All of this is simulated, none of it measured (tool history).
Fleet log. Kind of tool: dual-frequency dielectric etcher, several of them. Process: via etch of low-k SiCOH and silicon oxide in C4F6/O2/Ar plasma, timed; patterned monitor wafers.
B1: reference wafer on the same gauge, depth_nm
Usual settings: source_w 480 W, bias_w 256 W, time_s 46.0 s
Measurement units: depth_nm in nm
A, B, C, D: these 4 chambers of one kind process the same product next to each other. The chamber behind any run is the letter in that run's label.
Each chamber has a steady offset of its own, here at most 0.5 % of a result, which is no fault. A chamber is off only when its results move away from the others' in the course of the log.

Run 1A, hour 13.7: usual settings; B1 120.02. Result: depth_nm 131.430 nm.
Run 2D, hour 26.2: usual settings; B1 119.99. Result: depth_nm 131.000 nm.
Run 3C, hour 36.0: usual settings; B1 119.90. Result: depth_nm 130.850 nm.
Run 4B, hour 42.7: usual settings; B1 119.93. Result: depth_nm 130.540 nm.
Run 5C, hour 53.1: usual settings; B1 119.92. Result: depth_nm 130.740 nm.
At hour 57.5: chamber B: wet clean of the chamber.
At hour 66.9: chamber A: wet clean of the chamber.
Run 6B, hour 67.1: usual settings; B1 119.89. Result: depth_nm 130.460 nm.
Run 7D, hour 78.9: usual settings; B1 119.90. Result: depth_nm 130.870 nm.
Run 8A, hour 92.4: usual settings; B1 119.83. Result: depth_nm 131.300 nm.
Run 9B, hour 104.2: usual settings; B1 119.84. Result: depth_nm 130.670 nm.
Run 10D, hour 114.7: usual settings; B1 119.80. Result: depth_nm 131.080 nm.
Run 11A, hour 127.2: usual settings; B1 119.79. Result: depth_nm 131.270 nm.
Run 12C, hour 138.7: usual settings; B1 119.77. Result: depth_nm 130.830 nm.
Run 13D, hour 149.4: usual settings; B1 119.78. Result: depth_nm 130.980 nm.
Run 14C, hour 159.5: usual settings; B1 119.77. Result: depth_nm 130.390 nm.
Run 15A, hour 168.8: usual settings; B1 119.78. Result: depth_nm 131.060 nm.
Run 16B, hour 179.8: usual settings; B1 119.70. Result: depth_nm 130.460 nm.
Run 17D, hour 193.3: usual settings; B1 119.70. Result: depth_nm 130.920 nm.
Run 18B, hour 200.2: usual settings; B1 119.70. Result: depth_nm 130.330 nm.
Run 19A, hour 213.4: usual settings; B1 119.67. Result: depth_nm 130.830 nm.
Run 20C, hour 220.7: usual settings; B1 119.68. Result: depth_nm 130.400 nm.
Run 21D, hour 232.9: usual settings; B1 119.63. Result: depth_nm 130.950 nm.
Run 22B, hour 244.7: usual settings; B1 119.62. Result: depth_nm 130.240 nm.
Run 23A, hour 256.6: usual settings; B1 119.62. Result: depth_nm 130.800 nm.
Run 24C, hour 270.1: usual settings; B1 119.58. Result: depth_nm 130.500 nm.
Run 25A, hour 282.6: usual settings; B1 119.53. Result: depth_nm 131.080 nm.
Run 26C, hour 291.7: usual settings; B1 119.58. Result: depth_nm 130.130 nm.
Run 27D, hour 298.5: usual settings but time_s 39.0 s; B1 119.59. Result: depth_nm 110.630 nm.
At hour 299.1: chamber C: wet clean of the chamber.
Run 28B, hour 305.6: usual settings but time_s 39.0 s; B1 119.56. Result: depth_nm 110.330 nm.
Run 29A, hour 317.6: usual settings but time_s 39.0 s; B1 119.51. Result: depth_nm 110.830 nm.
Run 30B, hour 330.6: usual settings but time_s 39.0 s; B1 119.51. Result: depth_nm 110.320 nm.
Run 31C, hour 339.0: usual settings; B1 119.51. Result: depth_nm 129.830 nm.
Run 32D, hour 349.1: usual settings; B1 119.47. Result: depth_nm 130.490 nm.
Run 33A, hour 359.2: usual settings but time_s 32.5 s; B1 119.49. Result: depth_nm 92.316 nm.
Run 34B, hour 370.8: usual settings but time_s 32.5 s; B1 119.43. Result: depth_nm 91.941 nm.
Run 35D, hour 379.7: usual settings but time_s 32.5 s; B1 119.44. Result: depth_nm 92.311 nm.
Run 36C, hour 386.7: usual settings but time_s 32.5 s; B1 119.44. Result: depth_nm 91.997 nm.
Run 37B, hour 393.3: usual settings; B1 119.40. Result: depth_nm 129.820 nm.
At hour 398.4: chamber D: wet clean of the chamber.
Run 38C, hour 399.8: usual settings but bias_w 219 W; B1 119.37. Result: depth_nm 123.330 nm.
Run 39A, hour 406.7: usual settings but bias_w 219 W; B1 119.33. Result: depth_nm 124.070 nm.
Run 40D, hour 417.2: usual settings but bias_w 219 W; B1 119.38. Result: depth_nm 124.100 nm.
Run 41C, hour 423.6: usual settings but bias_w 219 W; B1 119.36. Result: depth_nm 123.520 nm.

Next, all 4 chambers run the settings below, one line each with question marks for the results. What does each chamber give?
Run 42A, hour 433.8: usual settings. Result: depth_nm ?.
Run 42B, hour 433.8: usual settings. Result: depth_nm ?.
Run 42C, hour 433.8: usual settings. Result: depth_nm ?.
Run 42D, hour 433.8: usual settings. Result: depth_nm ?.

run  depth_nm
42A   130.860
42B   130.070
42C   130.060
42D   130.720

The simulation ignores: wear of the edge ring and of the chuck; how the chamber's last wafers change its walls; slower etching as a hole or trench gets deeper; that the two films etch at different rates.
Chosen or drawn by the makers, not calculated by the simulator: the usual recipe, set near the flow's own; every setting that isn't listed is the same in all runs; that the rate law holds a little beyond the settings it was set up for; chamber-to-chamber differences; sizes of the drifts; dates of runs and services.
